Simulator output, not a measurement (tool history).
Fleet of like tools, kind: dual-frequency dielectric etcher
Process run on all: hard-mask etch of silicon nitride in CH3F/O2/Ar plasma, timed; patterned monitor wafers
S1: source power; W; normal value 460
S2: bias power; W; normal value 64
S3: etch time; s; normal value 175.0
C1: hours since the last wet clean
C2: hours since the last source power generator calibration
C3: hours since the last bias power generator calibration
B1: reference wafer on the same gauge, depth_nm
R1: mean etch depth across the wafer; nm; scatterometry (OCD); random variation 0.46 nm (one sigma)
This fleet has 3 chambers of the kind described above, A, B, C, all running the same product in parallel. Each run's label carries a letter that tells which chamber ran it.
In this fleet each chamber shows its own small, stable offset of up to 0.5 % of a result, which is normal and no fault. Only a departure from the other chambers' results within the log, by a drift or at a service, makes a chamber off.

run   hour   S1  S2     S3     C1      C2      C3      B1       R1
 1A   11.8  460  64  175.0  461.3    76.4  2754.6  125.09  124.220
 2B   17.7  460  64  175.0  307.6  2370.6  2066.7  125.00  123.890
 3C   24.8  460  64  175.0  194.6   599.4  1065.5  124.93  123.370
      28.5  -- chamber A: wet clean of the chamber
 4C   31.9  460  64  175.0  201.7   606.5  1072.6  125.07  124.150
 5B   37.5  460  64  175.0  327.4  2390.4  2086.5  125.07  124.010
 6A   45.5  460  64  175.0   17.1   110.1  2788.3  124.97  124.850
 7A   53.0  460  64  175.0   24.6   117.6  2795.8  124.97  124.390
 8C   58.4  460  64  191.0  228.2   633.0  1099.1  124.95  135.400
 9B   68.7  460  64  191.0  358.6  2421.6  2117.7  125.14  135.760
      76.4  -- chamber B: source power generator calibrated
10C   78.1  460  64  191.0  247.9   652.7  1118.8  124.94  134.480
11A   86.5  460  64  175.0   58.1   151.1  2829.3  125.07  123.110
12B   95.4  460  64  175.0  385.3    19.0  2144.4  125.04  124.100
13A  106.9  460  64  175.0   78.5   171.5  2849.7  125.08  124.600
14B  117.0  460  64  175.0  406.9    40.6  2166.0  125.11  124.920
15C  128.2  460  64  175.0  298.0   702.8  1168.9  125.07  123.090
16C  133.5  460  64  175.0  303.3   708.1  1174.2  124.90  123.960
17A  143.2  580  79  175.0  114.8   207.8  2886.0  124.96  145.740
18B  150.6  580  79  175.0  440.5    74.2  2199.6  124.95  146.520
19B  159.8  580  79  175.0  449.7    83.4  2208.8  124.96  144.730
20A  168.9  460  64  175.0  140.5   233.5  2911.7  125.03  124.530
21C  174.7  510  64  175.0  344.5   749.3  1215.4  125.16  129.170
     180.8  -- chamber B: wet clean of the chamber
22A  184.7  510  64  175.0  156.3   249.3  2927.5  125.04  129.450
23C  194.0  510  64  175.0  363.8   768.6  1234.7  124.94  128.410
24B  201.1  460  64  175.0   20.3   124.7  2250.1  125.00  128.620
     204.8  -- chamber C: wet clean of the chamber
25B  209.9  460  64  175.0   29.1   133.5  2258.9  124.91  128.140
26A  219.6  410  56  175.0  191.2   284.2  2962.4  125.03  114.180
27C  226.2  410  56  175.0   21.5   800.8  1266.9  125.07  113.560
28B  235.3  410  56  175.0   54.5   158.9  2284.3  125.06  117.160
29C  244.9  370  64  140.5   40.2   819.5  1285.6  125.00   91.357
30A  250.3  370  64  140.5  221.9   314.9  2993.1  125.03   91.916
31B  260.6  370  64  140.5   79.8   184.2  2309.6  124.96   94.242
32A  270.2  540  64  175.0  241.8   334.8  3013.0  125.07  132.140
33C  276.0  540  64  175.0   71.3   850.6  1316.7  125.02  132.470
34B  283.6  540  64  175.0  102.8   207.2  2332.6  124.95  136.290
35C  293.0  460  64  175.0   88.3   867.6  1333.7  125.06  123.690
36A  300.5  460  75  175.0  272.1   365.1  3043.3  125.11  131.780

One chamber off, gauge drift, or nothing amiss beyond the chambers' own small offsets? If it is a chamber, which one, and what is the likeliest cause?

Chamber B came out of a service off from its peers and stayed that way.
Cause: etch rate over this chamber's usual, % = 3.15.

Below are 4 candidate recipes for chamber B's next run, each the usual settings with a change, their results shown as question marks. Which of them brings B's results back in line with what the other chambers give on the usual settings?
In line means no further than this from the other chambers' mean on the usual settings: R1 1.600 nm
37B-1  309.4  440  61  175.0                   ?
37B-2  309.4  460  64  163.5                   ?
37B-3  309.4  460  64  186.5                   ?
37B-4  309.4  500  64  175.0                   ?

What the other chambers average on the usual settings: R1 124.240 nm
  run       R1
37B-1  123.990
37B-2  119.710
37B-3  136.550
37B-4  132.300
The answer is 37B-1, which returns the chamber to within the allowed miss of the others.
